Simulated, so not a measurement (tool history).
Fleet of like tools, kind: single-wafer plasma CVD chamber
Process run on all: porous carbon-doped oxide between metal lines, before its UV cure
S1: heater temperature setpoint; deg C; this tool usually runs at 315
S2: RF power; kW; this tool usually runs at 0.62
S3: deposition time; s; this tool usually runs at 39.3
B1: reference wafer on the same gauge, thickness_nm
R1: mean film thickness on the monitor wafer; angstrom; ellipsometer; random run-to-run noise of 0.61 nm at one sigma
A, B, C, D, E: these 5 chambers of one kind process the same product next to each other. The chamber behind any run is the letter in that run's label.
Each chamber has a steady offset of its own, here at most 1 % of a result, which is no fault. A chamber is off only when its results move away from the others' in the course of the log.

run,hour,S1,S2,S3,B1,R1
1A,8.2,315,0.62,39.3,202.14,2233.1
2E,16.3,315,0.62,39.3,201.86,2233.1
3C,22.2,315,0.62,39.3,201.98,2262.5
4B,27.5,315,0.62,39.3,201.95,2243.7
5D,34.3,315,0.62,39.3,201.78,2248.1
6E,42.4,315,0.62,39.3,201.98,2229.3
7B,50.3,315,0.62,39.3,201.92,2243.6
8C,58,315,0.62,39.3,202.07,2259
9A,65.1,315,0.62,39.3,202.14,2226.3
10D,73.7,315,0.62,39.3,201.91,2235.4
11A,78.6,315,0.62,39.3,201.9,2246.6
12D,85.4,315,0.62,39.3,202.04,2232.7
# hour 88.1: chamber E: thermocouple changed; heater temperature recalibrated
13C,93.4,315,0.62,39.3,202.11,2264.9
14B,100.2,315,0.515,42.7,201.85,2146.1
15E,105.8,315,0.515,42.7,202,2084
16A,113.5,315,0.515,42.7,202.02,2145.7
17D,119.4,315,0.515,42.7,202.07,2145.9
18C,128.2,315,0.515,42.7,201.83,2161
19E,133.2,315,0.62,39.3,201.99,2165.7
20B,141.3,315,0.52,35,202.07,1776.3
21A,149.7,315,0.52,35,201.97,1767
22C,156.8,315,0.52,35,201.97,1796.7
23D,163.2,315,0.52,35,202.07,1780.7
24E,169,315,0.52,35,201.99,1727.8
# hour 174.3: chamber C: RF generator calibrated
25B,176.4,315,0.62,39.3,202.02,2256.9
26D,184.3,315,0.62,39.3,202.05,2246.9
27B,190.3,315,0.62,39.3,201.94,2249
28E,196.4,315,0.62,41.8,202.01,2312.3
29A,203.3,315,0.62,41.8,201.99,2376.9
30C,207.5,315,0.62,41.8,201.99,2402
# hour 209.5: chamber A: RF generator calibrated
31B,212.3,315,0.62,41.8,202.07,2370.8
32A,217.4,315,0.62,41.8,202.01,2370.8
33E,225.1,315,0.62,39.3,201.95,2174.8
34C,231.1,315,0.62,39.3,202.07,2249.1
35D,237.3,315,0.62,39.3,201.99,2239.7
36E,245,304,0.62,44.8,201.98,2614.2
37D,250.6,304,0.62,44.8,202.05,2719.5
38A,254.9,304,0.62,44.8,201.97,2705
39C,260.9,304,0.62,44.8,202,2715
40B,265,304,0.62,44.8,201.9,2698.5
41E,274.2,315,0.62,39.3,201.96,2169.8
42A,281.6,315,0.62,39.3,201.9,2238.5

Is one chamber off against the others, does the gauge drift, or is nothing wrong? If a chamber is off, say which, and what the likeliest cause is.

A service on chamber E put it out of line with the rest.
Likeliest cause: wafer temperature above the value expected at the setpoint (K) = 4.92.

Chamber E could run next with any of the 4 candidate recipes listed below; each alters the usual settings, and their results appear as question marks. Which one brings its results back in line with what the other chambers deliver on the usual settings?
In line means no further than this from the other chambers' mean on the usual settings: R1 21 angstrom
43E-1,288.2,316,0.61,38.5,,?
43E-2,288.2,315,0.61,39.3,,?
43E-3,288.2,314,0.63,40.1,,?
43E-4,288.2,315,0.62,39.7,,?

What the other chambers average on the usual settings: R1 2243.6 angstrom
run,R1
43E-1,2099.7
43E-2,2152.9
43E-3,2253.7
43E-4,2197.4
The right change is 43E-3: it brings the chamber back within the allowed miss of the others.
